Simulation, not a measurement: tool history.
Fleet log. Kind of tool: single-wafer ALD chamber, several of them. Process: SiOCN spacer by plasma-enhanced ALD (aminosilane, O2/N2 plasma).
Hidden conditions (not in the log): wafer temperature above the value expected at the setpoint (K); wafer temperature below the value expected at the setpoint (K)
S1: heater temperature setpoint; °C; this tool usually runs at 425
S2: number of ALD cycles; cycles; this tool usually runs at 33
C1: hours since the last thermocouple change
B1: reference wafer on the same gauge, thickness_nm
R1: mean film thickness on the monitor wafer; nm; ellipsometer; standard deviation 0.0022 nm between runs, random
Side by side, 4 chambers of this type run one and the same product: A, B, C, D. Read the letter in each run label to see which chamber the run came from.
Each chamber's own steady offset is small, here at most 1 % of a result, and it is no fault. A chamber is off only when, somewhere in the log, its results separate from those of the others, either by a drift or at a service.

run,hour,S1,S2,C1,B1,R1
1A,3.9,425,33,215.5,1.6402,1.83
2B,7.1,425,33,284.8,1.6408,1.8306
3D,10.3,425,33,1339.1,1.6402,1.8341
4C,13.2,425,33,796,1.6404,1.833
5B,17.8,425,33,295.5,1.6412,1.8327
6C,22,425,33,804.8,1.6406,1.8357
7D,25.2,425,33,1354,1.6415,1.8346
8A,29.6,425,33,241.2,1.6413,1.8306
9B,31.9,415,28,309.6,1.6415,1.6056
10A,36.3,415,28,247.9,1.6423,1.6029
11D,38.5,415,28,1367.3,1.6421,1.6079
12C,41.7,415,28,824.5,1.6422,1.6091
13C,44.7,425,33,827.5,1.643,1.8353
14A,48.2,425,33,259.8,1.6428,1.8321
15D,50.7,425,33,1379.5,1.6431,1.8401
16B,53.9,425,33,331.6,1.6429,1.8388
17B,57.9,425,33,335.6,1.6431,1.8355
18A,60,425,33,271.6,1.6436,1.8309
19D,63.2,425,33,1392,1.6436,1.8426
20C,65.6,425,33,848.4,1.6433,1.8358
21C,68,425,33,850.8,1.643,1.8367
22D,72.3,425,33,1401.1,1.6445,1.8448
23A,75.3,425,30,286.9,1.6446,1.6677
24B,79.6,425,30,357.3,1.6443,1.6678
25C,83.4,425,30,866.2,1.6442,1.6704
26A,86.1,425,30,297.7,1.6439,1.6638
27D,89.2,425,39,1418,1.6447,2.1722
28B,92.1,425,39,369.8,1.645,2.1732
29B,95.5,425,39,373.2,1.6447,2.1683
30C,100.1,425,39,882.9,1.6457,2.1767
31A,104.5,425,33,316.1,1.6454,1.8358
32D,108.2,425,33,1437,1.6455,1.8386
33C,110.6,425,33,893.4,1.6461,1.845
34D,112.9,425,33,1441.7,1.6463,1.8404
35A,115.8,425,33,327.4,1.6463,1.8299
36B,118.9,425,33,396.6,1.646,1.8389
37B,121.4,425,33,399.1,1.6467,1.8369
38D,125.2,425,33,1454,1.6464,1.8396
39A,130,425,33,341.6,1.6475,1.837
40C,133.7,425,33,916.5,1.6474,1.8454
41B,138.2,425,33,415.9,1.6471,1.8385
42C,140.5,425,33,923.3,1.6475,1.84
43D,143.4,425,33,1472.2,1.6477,1.8377
44A,146.1,425,33,357.7,1.6479,1.8343

The same settings go to every chamber for the next run, one line per chamber below. Forecast the results for each:
45A,149.6,425,33,,,?
45B,149.6,425,33,,,?
45C,149.6,425,33,,,?
45D,149.6,425,33,,,?

run,R1
45A,1.8349
45B,1.8366
45C,1.8465
45D,1.8432

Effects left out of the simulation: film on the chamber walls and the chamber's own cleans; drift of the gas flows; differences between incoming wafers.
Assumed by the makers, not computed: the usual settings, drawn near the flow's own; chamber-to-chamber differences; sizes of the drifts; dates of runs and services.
